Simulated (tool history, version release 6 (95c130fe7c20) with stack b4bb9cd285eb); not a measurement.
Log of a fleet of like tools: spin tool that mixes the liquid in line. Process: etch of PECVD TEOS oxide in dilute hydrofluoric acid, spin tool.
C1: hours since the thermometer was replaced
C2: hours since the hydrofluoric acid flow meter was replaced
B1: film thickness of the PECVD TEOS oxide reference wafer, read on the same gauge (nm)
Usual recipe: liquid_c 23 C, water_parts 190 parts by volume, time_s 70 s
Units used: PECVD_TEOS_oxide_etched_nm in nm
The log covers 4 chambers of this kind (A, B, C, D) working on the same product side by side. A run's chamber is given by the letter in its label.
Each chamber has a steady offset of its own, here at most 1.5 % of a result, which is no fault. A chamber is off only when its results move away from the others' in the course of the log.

run 1A day=0.312 | liquid_c=23 water_parts=190 time_s=70 | C1=492.7 C2=640.6 | B1=50.049 | PECVD_TEOS_oxide_etched_nm=9.0240
run 2C day=0.592 | liquid_c=23 water_parts=190 time_s=70 | C1=1262.8 C2=433.1 | B1=50.021 | PECVD_TEOS_oxide_etched_nm=9.1559
run 3B day=0.883 | liquid_c=23 water_parts=190 time_s=70 | C1=931.9 C2=331.1 | B1=49.980 | PECVD_TEOS_oxide_etched_nm=9.1932
run 4D day=1.062 | liquid_c=23 water_parts=190 time_s=70 | C1=1081.3 C2=347.0 | B1=50.000 | PECVD_TEOS_oxide_etched_nm=9.0292
run 5C day=1.333 | liquid_c=23 water_parts=190 time_s=70 | C1=1280.6 C2=450.9 | B1=49.982 | PECVD_TEOS_oxide_etched_nm=9.1422
run 6D day=1.579 | liquid_c=23 water_parts=230 time_s=105 | C1=1093.7 C2=359.4 | B1=50.007 | PECVD_TEOS_oxide_etched_nm=10.9290
run 7A day=1.783 | liquid_c=23 water_parts=230 time_s=105 | C1=528.0 C2=675.9 | B1=49.981 | PECVD_TEOS_oxide_etched_nm=10.9410
run 8B day=1.975 | liquid_c=23 water_parts=230 time_s=105 | C1=958.1 C2=357.3 | B1=49.997 | PECVD_TEOS_oxide_etched_nm=10.7540
run 9C day=2.262 | liquid_c=23 water_parts=230 time_s=105 | C1=1302.9 C2=473.2 | B1=49.977 | PECVD_TEOS_oxide_etched_nm=10.9270
run 10D day=2.425 | liquid_c=23 water_parts=190 time_s=70 | C1=1114.0 C2=379.7 | B1=50.003 | PECVD_TEOS_oxide_etched_nm=9.1673
run 11A day=2.692 | liquid_c=23 water_parts=190 time_s=70 | C1=549.8 C2=697.7 | B1=49.980 | PECVD_TEOS_oxide_etched_nm=9.0097
run 12B day=2.900 | liquid_c=23 water_parts=190 time_s=70 | C1=980.3 C2=379.5 | B1=49.983 | PECVD_TEOS_oxide_etched_nm=9.0061
run 13C day=3.196 | liquid_c=23 water_parts=100 time_s=45 | C1=1325.3 C2=495.6 | B1=49.970 | PECVD_TEOS_oxide_etched_nm=12.2520
run 14A day=3.354 | liquid_c=23 water_parts=100 time_s=45 | C1=565.7 C2=713.6 | B1=50.005 | PECVD_TEOS_oxide_etched_nm=11.8940
run 15D day=3.538 | liquid_c=23 water_parts=100 time_s=45 | C1=1140.7 C2=406.4 | B1=50.006 | PECVD_TEOS_oxide_etched_nm=12.4540
run 16B day=3.742 | liquid_c=23 water_parts=100 time_s=45 | C1=1000.5 C2=399.7 | B1=49.998 | PECVD_TEOS_oxide_etched_nm=11.7840
run 17B day=3.942 | liquid_c=27 water_parts=190 time_s=70 | C1=1005.3 C2=404.5 | B1=50.027 | PECVD_TEOS_oxide_etched_nm=10.2310
run 18C day=4.121 | liquid_c=27 water_parts=190 time_s=70 | C1=1347.5 C2=517.8 | B1=49.991 | PECVD_TEOS_oxide_etched_nm=10.8050
run 19D day=4.350 | liquid_c=27 water_parts=190 time_s=70 | C1=1160.2 C2=425.9 | B1=49.996 | PECVD_TEOS_oxide_etched_nm=10.6900
run 20A day=4.538 | liquid_c=27 water_parts=190 time_s=70 | C1=594.1 C2=742.0 | B1=49.968 | PECVD_TEOS_oxide_etched_nm=10.5590
run 21C day=4.692 | liquid_c=23 water_parts=190 time_s=70 | C1=1361.2 C2=531.5 | B1=50.007 | PECVD_TEOS_oxide_etched_nm=9.1046
run 22B day=4.992 | liquid_c=25 water_parts=190 time_s=110 | C1=1030.5 C2=429.7 | B1=49.972 | PECVD_TEOS_oxide_etched_nm=14.8660
run 23A day=5.275 | liquid_c=25 water_parts=190 time_s=110 | C1=611.8 C2=759.7 | B1=50.038 | PECVD_TEOS_oxide_etched_nm=15.2950
run 24D day=5.508 | liquid_c=25 water_parts=190 time_s=110 | C1=1188.0 C2=453.7 | B1=50.013 | PECVD_TEOS_oxide_etched_nm=15.3570
run 25B day=5.821 | liquid_c=25 water_parts=190 time_s=110 | C1=1050.4 C2=449.6 | B1=50.006 | PECVD_TEOS_oxide_etched_nm=14.7610

Next, all 4 chambers run the settings below, one line each with question marks for the results. What does each chamber give?
run 26A day=6.046 | liquid_c=26 water_parts=190 time_s=70 | PECVD_TEOS_oxide_etched_nm=?
run 26B day=6.046 | liquid_c=26 water_parts=190 time_s=70 | PECVD_TEOS_oxide_etched_nm=?
run 26C day=6.046 | liquid_c=26 water_parts=190 time_s=70 | PECVD_TEOS_oxide_etched_nm=?
run 26D day=6.046 | liquid_c=26 water_parts=190 time_s=70 | PECVD_TEOS_oxide_etched_nm=?

run=26A PECVD_TEOS_oxide_etched_nm=10.1920
run=26B PECVD_TEOS_oxide_etched_nm=9.6226
run=26C PECVD_TEOS_oxide_etched_nm=10.2960
run=26D PECVD_TEOS_oxide_etched_nm=10.2880
